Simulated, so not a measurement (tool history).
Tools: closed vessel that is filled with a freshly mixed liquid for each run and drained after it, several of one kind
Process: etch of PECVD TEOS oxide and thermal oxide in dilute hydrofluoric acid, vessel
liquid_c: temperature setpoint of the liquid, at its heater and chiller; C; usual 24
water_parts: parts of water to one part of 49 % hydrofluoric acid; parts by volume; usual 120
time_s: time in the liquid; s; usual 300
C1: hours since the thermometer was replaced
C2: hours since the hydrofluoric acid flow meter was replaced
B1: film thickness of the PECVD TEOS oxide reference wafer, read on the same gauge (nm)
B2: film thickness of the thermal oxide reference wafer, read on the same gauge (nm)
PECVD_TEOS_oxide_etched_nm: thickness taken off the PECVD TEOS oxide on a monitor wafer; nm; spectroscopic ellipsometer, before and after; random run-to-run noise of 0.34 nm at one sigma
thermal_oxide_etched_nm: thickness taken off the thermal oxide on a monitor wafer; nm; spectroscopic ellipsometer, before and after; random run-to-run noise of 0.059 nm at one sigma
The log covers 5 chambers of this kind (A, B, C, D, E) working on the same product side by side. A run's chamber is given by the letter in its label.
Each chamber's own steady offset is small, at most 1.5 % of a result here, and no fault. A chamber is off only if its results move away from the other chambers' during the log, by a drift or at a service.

At hour 8.5: chamber A: hydrofluoric acid flow meter replaced.
Run 1C, hour 12.9: usual settings; C1 103.9; C2 78.3; B1 140.00; B2 130.01. Result: PECVD_TEOS_oxide_etched_nm 37.105 nm, thermal_oxide_etched_nm 11.8130 nm.
Run 2E, hour 25.0: usual settings; C1 686.9; C2 376.5; B1 140.02; B2 130.00. Result: PECVD_TEOS_oxide_etched_nm 37.531 nm, thermal_oxide_etched_nm 11.8680 nm.
Run 3A, hour 33.0: usual settings; C1 2230.7; C2 24.6; B1 139.98; B2 130.01. Result: PECVD_TEOS_oxide_etched_nm 36.189 nm, thermal_oxide_etched_nm 11.7960 nm.
Run 4D, hour 40.5: usual settings; C1 1403.4; C2 868.5; B1 140.02; B2 130.00. Result: PECVD_TEOS_oxide_etched_nm 37.123 nm, thermal_oxide_etched_nm 11.7470 nm.
Run 5B, hour 53.9: usual settings; C1 248.9; C2 1003.0; B1 140.00; B2 130.00. Result: PECVD_TEOS_oxide_etched_nm 36.554 nm, thermal_oxide_etched_nm 11.8680 nm.
Run 6E, hour 66.7: usual settings; C1 728.6; C2 418.2; B1 140.01; B2 130.00. Result: PECVD_TEOS_oxide_etched_nm 36.982 nm, thermal_oxide_etched_nm 11.8530 nm.
Run 7D, hour 80.5: usual settings but liquid_c 28 C, water_parts 95 parts by volume; C1 1443.4; C2 908.5; B1 140.00; B2 129.99. Result: PECVD_TEOS_oxide_etched_nm 57.602 nm, thermal_oxide_etched_nm 18.1620 nm.
Run 8C, hour 96.1: usual settings but liquid_c 28 C, water_parts 95 parts by volume; C1 187.1; C2 161.5; B1 139.99; B2 130.00. Result: PECVD_TEOS_oxide_etched_nm 56.699 nm, thermal_oxide_etched_nm 18.1180 nm.
Run 9B, hour 103.7: usual settings but liquid_c 28 C, water_parts 95 parts by volume; C1 298.7; C2 1052.8; B1 140.01; B2 130.03. Result: PECVD_TEOS_oxide_etched_nm 56.328 nm, thermal_oxide_etched_nm 18.2480 nm.
Run 10A, hour 120.0: usual settings but liquid_c 28 C, water_parts 95 parts by volume; C1 2317.7; C2 111.6; B1 139.99; B2 130.02. Result: PECVD_TEOS_oxide_etched_nm 55.683 nm, thermal_oxide_etched_nm 17.7880 nm.
Run 11D, hour 134.0: usual settings but liquid_c 28 C, water_parts 95 parts by volume; C1 1496.9; C2 962.0; B1 139.99; B2 130.01. Result: PECVD_TEOS_oxide_etched_nm 56.578 nm, thermal_oxide_etched_nm 17.9100 nm.
Run 12E, hour 147.4: usual settings; C1 809.3; C2 498.9; B1 140.00; B2 130.01. Result: PECVD_TEOS_oxide_etched_nm 36.709 nm, thermal_oxide_etched_nm 11.9090 nm.
Run 13A, hour 161.3: usual settings; C1 2359.0; C2 152.9; B1 140.01; B2 130.01. Result: PECVD_TEOS_oxide_etched_nm 36.545 nm, thermal_oxide_etched_nm 11.6890 nm.
Run 14B, hour 169.0: usual settings; C1 364.0; C2 1118.1; B1 140.00; B2 130.01. Result: PECVD_TEOS_oxide_etched_nm 36.573 nm, thermal_oxide_etched_nm 11.8060 nm.
At hour 170.4: chamber B: hydrofluoric acid flow meter replaced.
Run 15C, hour 179.4: usual settings; C1 270.4; C2 244.8; B1 139.99; B2 130.01. Result: PECVD_TEOS_oxide_etched_nm 36.504 nm, thermal_oxide_etched_nm 11.8660 nm.
Run 16A, hour 187.8: usual settings; C1 2385.5; C2 179.4; B1 140.00; B2 129.99. Result: PECVD_TEOS_oxide_etched_nm 36.736 nm, thermal_oxide_etched_nm 11.8440 nm.
Run 17C, hour 197.5: usual settings; C1 288.5; C2 262.9; B1 140.01; B2 129.98. Result: PECVD_TEOS_oxide_etched_nm 37.019 nm, thermal_oxide_etched_nm 11.7720 nm.
Run 18D, hour 210.0: usual settings; C1 1572.9; C2 1038.0; B1 140.01; B2 130.01. Result: PECVD_TEOS_oxide_etched_nm 37.515 nm, thermal_oxide_etched_nm 11.8510 nm.
Run 19B, hour 224.6: usual settings; C1 419.6; C2 54.2; B1 140.00; B2 130.02. Result: PECVD_TEOS_oxide_etched_nm 36.820 nm, thermal_oxide_etched_nm 11.9290 nm.
At hour 230.8: chamber A: thermometer replaced.
Run 20E, hour 236.8: usual settings but liquid_c 27 C, time_s 195 s; C1 898.7; C2 588.3; B1 140.00; B2 130.00. Result: PECVD_TEOS_oxide_etched_nm 27.501 nm, thermal_oxide_etched_nm 8.6327 nm.
Run 21B, hour 249.7: usual settings but liquid_c 27 C, time_s 195 s; C1 444.7; C2 79.3; B1 139.99; B2 130.02. Result: PECVD_TEOS_oxide_etched_nm 26.967 nm, thermal_oxide_etched_nm 8.6612 nm.
Run 22D, hour 261.2: usual settings but liquid_c 27 C, time_s 195 s; C1 1624.1; C2 1089.2; B1 140.01; B2 130.00. Result: PECVD_TEOS_oxide_etched_nm 27.100 nm, thermal_oxide_etched_nm 8.6100 nm.
Run 23C, hour 269.0: usual settings but liquid_c 27 C, time_s 195 s; C1 360.0; C2 334.4; B1 140.00; B2 129.99. Result: PECVD_TEOS_oxide_etched_nm 26.709 nm, thermal_oxide_etched_nm 8.5153 nm.
Run 24E, hour 281.0: usual settings but liquid_c 27 C, time_s 195 s; C1 942.9; C2 632.5; B1 140.01; B2 130.01. Result: PECVD_TEOS_oxide_etched_nm 27.061 nm, thermal_oxide_etched_nm 8.7185 nm.
Run 25A, hour 295.1: usual settings; C1 64.4; C2 286.7; B1 140.01; B2 130.01. Result: PECVD_TEOS_oxide_etched_nm 36.589 nm, thermal_oxide_etched_nm 11.6530 nm.
Run 26B, hour 308.0: usual settings; C1 503.0; C2 137.6; B1 139.99; B2 129.98. Result: PECVD_TEOS_oxide_etched_nm 36.940 nm, thermal_oxide_etched_nm 11.9470 nm.
Run 27A, hour 317.2: usual settings; C1 86.5; C2 308.8; B1 140.00; B2 130.01. Result: PECVD_TEOS_oxide_etched_nm 36.405 nm, thermal_oxide_etched_nm 11.6290 nm.
At hour 323.4: chamber D: thermometer replaced.
Run 28E, hour 332.5: usual settings but water_parts 85 parts by volume, time_s 435 s; C1 994.4; C2 684.0; B1 140.00; B2 130.00. Result: PECVD_TEOS_oxide_etched_nm 77.365 nm, thermal_oxide_etched_nm 24.9250 nm.
Run 29D, hour 341.3: usual settings but water_parts 85 parts by volume, time_s 435 s; C1 17.9; C2 1169.3; B1 140.00; B2 129.99. Result: PECVD_TEOS_oxide_etched_nm 79.025 nm, thermal_oxide_etched_nm 25.2210 nm.
Run 30C, hour 355.0: usual settings but water_parts 85 parts by volume, time_s 435 s; C1 446.0; C2 420.4; B1 140.02; B2 130.00. Result: PECVD_TEOS_oxide_etched_nm 78.788 nm, thermal_oxide_etched_nm 25.3140 nm.
Run 31D, hour 371.1: usual settings but water_parts 85 parts by volume, time_s 435 s; C1 47.7; C2 1199.1; B1 140.02; B2 130.00. Result: PECVD_TEOS_oxide_etched_nm 81.312 nm, thermal_oxide_etched_nm 25.3490 nm.
Run 32B, hour 382.6: usual settings but water_parts 85 parts by volume, time_s 435 s; C1 577.6; C2 212.2; B1 140.00; B2 129.99. Result: PECVD_TEOS_oxide_etched_nm 78.274 nm, thermal_oxide_etched_nm 25.7050 nm.
Run 33C, hour 390.7: usual settings; C1 481.7; C2 456.1; B1 140.00; B2 130.00. Result: PECVD_TEOS_oxide_etched_nm 36.785 nm, thermal_oxide_etched_nm 11.7620 nm.
Run 34A, hour 402.5: usual settings; C1 171.8; C2 394.1; B1 140.02; B2 130.00. Result: PECVD_TEOS_oxide_etched_nm 36.332 nm, thermal_oxide_etched_nm 11.6990 nm.

Read the log: is a single chamber off, either drifting away or since a service, is the gauge that measures every chamber drifting, or is nothing wrong beyond small per-chamber offsets? Name any odd chamber and what most likely caused it.

The fleet is healthy, with each chamber sitting at its usual small offset and no drift in the gauge.

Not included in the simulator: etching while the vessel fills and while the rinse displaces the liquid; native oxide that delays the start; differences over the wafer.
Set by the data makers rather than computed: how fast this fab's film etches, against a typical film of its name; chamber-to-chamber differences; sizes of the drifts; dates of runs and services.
